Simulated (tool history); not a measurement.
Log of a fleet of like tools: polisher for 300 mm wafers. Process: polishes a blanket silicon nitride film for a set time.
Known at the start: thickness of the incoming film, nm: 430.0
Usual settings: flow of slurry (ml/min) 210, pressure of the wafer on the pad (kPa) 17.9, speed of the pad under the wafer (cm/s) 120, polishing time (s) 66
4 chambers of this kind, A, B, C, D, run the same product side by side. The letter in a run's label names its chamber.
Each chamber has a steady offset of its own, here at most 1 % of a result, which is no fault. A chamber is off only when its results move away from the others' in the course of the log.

| run | hour | flow of slurry (ml/min) | pressure of the wafer on the pad (kPa) | speed of the pad under the wafer (cm/s) | polishing time (s) | film removed (nm) |
|---|---|---|---|---|---|---|
| 1D | 8.8 | 210 | 17.9 | 120 | 66 | 88.938 |
|  | 13.3 | chamber C: slurry nozzle cleaned |
| 2B | 17 | 210 | 17.9 | 120 | 66 | 90.124 |
| 3C | 27.5 | 210 | 17.9 | 120 | 66 | 90.53 |
| 4A | 34.5 | 210 | 17.9 | 120 | 66 | 89.782 |
|  | 40.2 | chamber A: worn pad replaced by a new one |
| 5A | 44.8 | 210 | 17.9 | 120 | 66 | 89.873 |
|  | 47.7 | chamber C: worn pad replaced by a new one |
| 6C | 56.6 | 210 | 17.9 | 120 | 66 | 90.102 |
|  | 57.4 | chamber D: worn pad replaced by a new one |
|  | 62.4 | chamber B: worn pad replaced by a new one |
| 7D | 63.7 | 210 | 17.9 | 120 | 66 | 90.008 |
|  | 65.4 | chamber A: slurry nozzle cleaned |
| 8B | 74.2 | 210 | 17.9 | 120 | 66 | 91.721 |
| 9A | 85.2 | 210 | 17.9 | 92 | 73 | 82.184 |
| 10B | 95.7 | 210 | 17.9 | 92 | 73 | 80.076 |
| 11C | 106.3 | 210 | 17.9 | 92 | 73 | 79.446 |
| 12D | 116.7 | 210 | 17.9 | 92 | 73 | 80.591 |
|  | 121.8 | chamber C: worn pad replaced by a new one |
| 13B | 128.2 | 210 | 22.8 | 138 | 66 | 128.99 |
| 14D | 137.9 | 210 | 22.8 | 138 | 66 | 126.97 |
| 15A | 147.4 | 210 | 22.8 | 138 | 66 | 128.3 |
| 16C | 152.7 | 210 | 22.8 | 138 | 66 | 123.79 |
|  | 157.7 | chamber D: slurry nozzle cleaned |
|  | 162.9 | chamber A: head pressure recalibrated |
| 17A | 163.3 | 210 | 17.9 | 120 | 66 | 92.332 |
| 18D | 170.6 | 210 | 17.9 | 120 | 66 | 89.306 |
|  | 179.5 | chamber A: worn pad replaced by a new one |
| 19B | 180.5 | 210 | 17.9 | 120 | 66 | 90.412 |
|  | 183.6 | chamber D: worn pad replaced by a new one |
|  | 183.9 | chamber C: worn pad replaced by a new one |
| 20C | 191.6 | 210 | 17.9 | 120 | 66 | 85.821 |
|  | 200.4 | chamber B: worn pad replaced by a new one |
| 21A | 203.4 | 210 | 17.9 | 120 | 66 | 90.698 |
| 22D | 209 | 160 | 17.9 | 120 | 84 | 108.87 |
| 23B | 214.5 | 160 | 17.9 | 120 | 84 | 111.94 |
| 24C | 223.2 | 160 | 17.9 | 120 | 84 | 104.41 |
|  | 226.3 | chamber B: slurry nozzle cleaned |
| 25C | 233.9 | 160 | 17.9 | 120 | 84 | 103.93 |
| 26D | 243.1 | 210 | 17.9 | 146 | 54 | 86.688 |
| 27B | 249.1 | 210 | 17.9 | 146 | 54 | 87.125 |
| 28A | 260 | 210 | 17.9 | 146 | 54 | 86.759 |
|  | 260.7 | chamber C: worn pad replaced by a new one |
| 29A | 266.4 | 210 | 17.9 | 146 | 54 | 87.072 |
| 30D | 274.2 | 210 | 17.9 | 120 | 66 | 90.563 |
| 31C | 284.8 | 210 | 17.9 | 120 | 66 | 85.144 |
| 32B | 291.1 | 210 | 17.9 | 120 | 66 | 90.431 |
| 33D | 299 | 210 | 17.9 | 120 | 66 | 90.274 |
| 34C | 310.7 | 210 | 17.9 | 120 | 66 | 82.866 |
|  | 314.7 | chamber D: worn pad replaced by a new one |
| 35B | 316.3 | 210 | 17.9 | 120 | 66 | 90.01 |
|  | 323.6 | chamber C: worn pad replaced by a new one |
| 36A | 324.9 | 210 | 17.9 | 120 | 66 | 91.941 |
| 37D | 335.8 | 210 | 17.9 | 120 | 66 | 90.495 |
| 38C | 341.8 | 210 | 17.9 | 120 | 66 | 84.86 |
|  | 351.6 | chamber A: worn pad replaced by a new one |
| 39B | 353.3 | 210 | 17.9 | 120 | 66 | 90.316 |
| 40A | 359.5 | 210 | 17.9 | 120 | 66 | 90.404 |

Next, every chamber runs the same settings. What will each give?
| 41A | 368 | 210 | 12.4 | 120 | 66 | ? |
| 41B | 368 | 210 | 12.4 | 120 | 66 | ? |
| 41C | 368 | 210 | 12.4 | 120 | 66 | ? |
| 41D | 368 | 210 | 12.4 | 120 | 66 | ? |

| run | film removed (nm) |
|---|---|
| 41A | 63.728 |
| 41B | 63.724 |
| 41C | 57.628 |
| 41D | 62.024 |

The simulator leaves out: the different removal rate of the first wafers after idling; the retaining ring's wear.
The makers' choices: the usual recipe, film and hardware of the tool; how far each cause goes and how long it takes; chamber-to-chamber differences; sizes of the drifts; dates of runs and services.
